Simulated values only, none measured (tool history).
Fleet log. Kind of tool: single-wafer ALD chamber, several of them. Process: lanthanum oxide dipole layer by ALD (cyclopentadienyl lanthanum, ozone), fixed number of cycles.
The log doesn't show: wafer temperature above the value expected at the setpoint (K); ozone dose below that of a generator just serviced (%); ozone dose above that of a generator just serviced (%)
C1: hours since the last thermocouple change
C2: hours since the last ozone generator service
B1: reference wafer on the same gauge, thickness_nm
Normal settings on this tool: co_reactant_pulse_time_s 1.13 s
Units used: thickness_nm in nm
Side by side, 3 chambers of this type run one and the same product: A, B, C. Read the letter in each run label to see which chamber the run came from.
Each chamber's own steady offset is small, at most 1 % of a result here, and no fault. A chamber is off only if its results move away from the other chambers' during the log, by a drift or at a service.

{"run": "1A", "hour": 10.3, "co_reactant_pulse_time_s": 1.13, "C1": 1757.9, "C2": 276.6, "B1": 0.42677, "thickness_nm": 0.5128}
{"run": "2C", "hour": 20.2, "co_reactant_pulse_time_s": 1.13, "C1": 216.2, "C2": 1655, "B1": 0.42678, "thickness_nm": 0.51639}
{"run": "3B", "hour": 27.6, "co_reactant_pulse_time_s": 1.13, "C1": 913.5, "C2": 113, "B1": 0.4266, "thickness_nm": 0.52029}
{"run": "4A", "hour": 40.1, "co_reactant_pulse_time_s": 1.13, "C1": 1787.7, "C2": 306.4, "B1": 0.42654, "thickness_nm": 0.51361}
{"run": "5C", "hour": 47.3, "co_reactant_pulse_time_s": 1.13, "C1": 243.3, "C2": 1682.1, "B1": 0.42652, "thickness_nm": 0.51731}
{"run": "6B", "hour": 54.2, "co_reactant_pulse_time_s": 1.13, "C1": 940.1, "C2": 139.6, "B1": 0.42642, "thickness_nm": 0.51896}
{"run": "7C", "hour": 59.7, "co_reactant_pulse_time_s": 1.13, "C1": 255.7, "C2": 1694.5, "B1": 0.42639, "thickness_nm": 0.51518}
{"run": "8B", "hour": 69.5, "co_reactant_pulse_time_s": 1.13, "C1": 955.4, "C2": 154.9, "B1": 0.42614, "thickness_nm": 0.51874}
{"run": "9A", "hour": 77.0, "co_reactant_pulse_time_s": 0.99, "C1": 1824.6, "C2": 343.3, "B1": 0.42624, "thickness_nm": 0.4932}
{"run": "10C", "hour": 88.9, "co_reactant_pulse_time_s": 0.99, "C1": 284.9, "C2": 1723.7, "B1": 0.42596, "thickness_nm": 0.49462}
{"hour": 90.6, "done": "chamber A: thermocouple changed; heater temperature recalibrated"}
{"run": "11B", "hour": 96.6, "co_reactant_pulse_time_s": 0.99, "C1": 982.5, "C2": 182, "B1": 0.42611, "thickness_nm": 0.49748}
{"run": "12A", "hour": 106.6, "co_reactant_pulse_time_s": 1.13, "C1": 16, "C2": 372.9, "B1": 0.42606, "thickness_nm": 0.51199}
{"run": "13A", "hour": 114.2, "co_reactant_pulse_time_s": 1.13, "C1": 23.6, "C2": 380.5, "B1": 0.42583, "thickness_nm": 0.51238}
{"run": "14C", "hour": 120.6, "co_reactant_pulse_time_s": 1.13, "C1": 316.6, "C2": 1755.4, "B1": 0.42589, "thickness_nm": 0.51523}
{"run": "15B", "hour": 132.7, "co_reactant_pulse_time_s": 1.13, "C1": 1018.6, "C2": 218.1, "B1": 0.42569, "thickness_nm": 0.51888}
{"run": "16C", "hour": 141.7, "co_reactant_pulse_time_s": 1.13, "C1": 337.7, "C2": 1776.5, "B1": 0.42546, "thickness_nm": 0.51438}
{"run": "17A", "hour": 150.4, "co_reactant_pulse_time_s": 1.13, "C1": 59.8, "C2": 416.7, "B1": 0.42555, "thickness_nm": 0.51097}
{"run": "18B", "hour": 158.3, "co_reactant_pulse_time_s": 1.13, "C1": 1044.2, "C2": 243.7, "B1": 0.42551, "thickness_nm": 0.51638}
{"run": "19A", "hour": 166.1, "co_reactant_pulse_time_s": 1.44, "C1": 75.5, "C2": 432.4, "B1": 0.42511, "thickness_nm": 0.53951}
{"run": "20B", "hour": 171.9, "co_reactant_pulse_time_s": 1.44, "C1": 1057.8, "C2": 257.3, "B1": 0.42523, "thickness_nm": 0.54491}
{"run": "21C", "hour": 184.3, "co_reactant_pulse_time_s": 1.44, "C1": 380.3, "C2": 1819.1, "B1": 0.42517, "thickness_nm": 0.54089}
{"run": "22B", "hour": 194.5, "co_reactant_pulse_time_s": 1.13, "C1": 1080.4, "C2": 279.9, "B1": 0.42506, "thickness_nm": 0.51701}
{"run": "23A", "hour": 202.7, "co_reactant_pulse_time_s": 1.13, "C1": 112.1, "C2": 469, "B1": 0.42511, "thickness_nm": 0.51065}
{"run": "24C", "hour": 213.2, "co_reactant_pulse_time_s": 1.13, "C1": 409.2, "C2": 1848, "B1": 0.42491, "thickness_nm": 0.51333}
{"run": "25A", "hour": 222.7, "co_reactant_pulse_time_s": 1.13, "C1": 132.1, "C2": 489, "B1": 0.42492, "thickness_nm": 0.51053}
{"run": "26B", "hour": 229.4, "co_reactant_pulse_time_s": 1.13, "C1": 1115.3, "C2": 314.8, "B1": 0.42476, "thickness_nm": 0.51737}
{"run": "27C", "hour": 240.5, "co_reactant_pulse_time_s": 1.13, "C1": 436.5, "C2": 1875.3, "B1": 0.42457, "thickness_nm": 0.51435}
{"run": "28C", "hour": 247.2, "co_reactant_pulse_time_s": 1.13, "C1": 443.2, "C2": 1882, "B1": 0.42453, "thickness_nm": 0.51391}

All chambers now run identical settings, listed one chamber a line with results as question marks. What results will each chamber show?
{"run": "29A", "hour": 256.3, "co_reactant_pulse_time_s": 0.88, "thickness_nm": "?"}
{"run": "29B", "hour": 256.3, "co_reactant_pulse_time_s": 0.88, "thickness_nm": "?"}
{"run": "29C", "hour": 256.3, "co_reactant_pulse_time_s": 0.88, "thickness_nm": "?"}

run=29A thickness_nm=0.47166
run=29B thickness_nm=0.47794
run=29C thickness_nm=0.47333
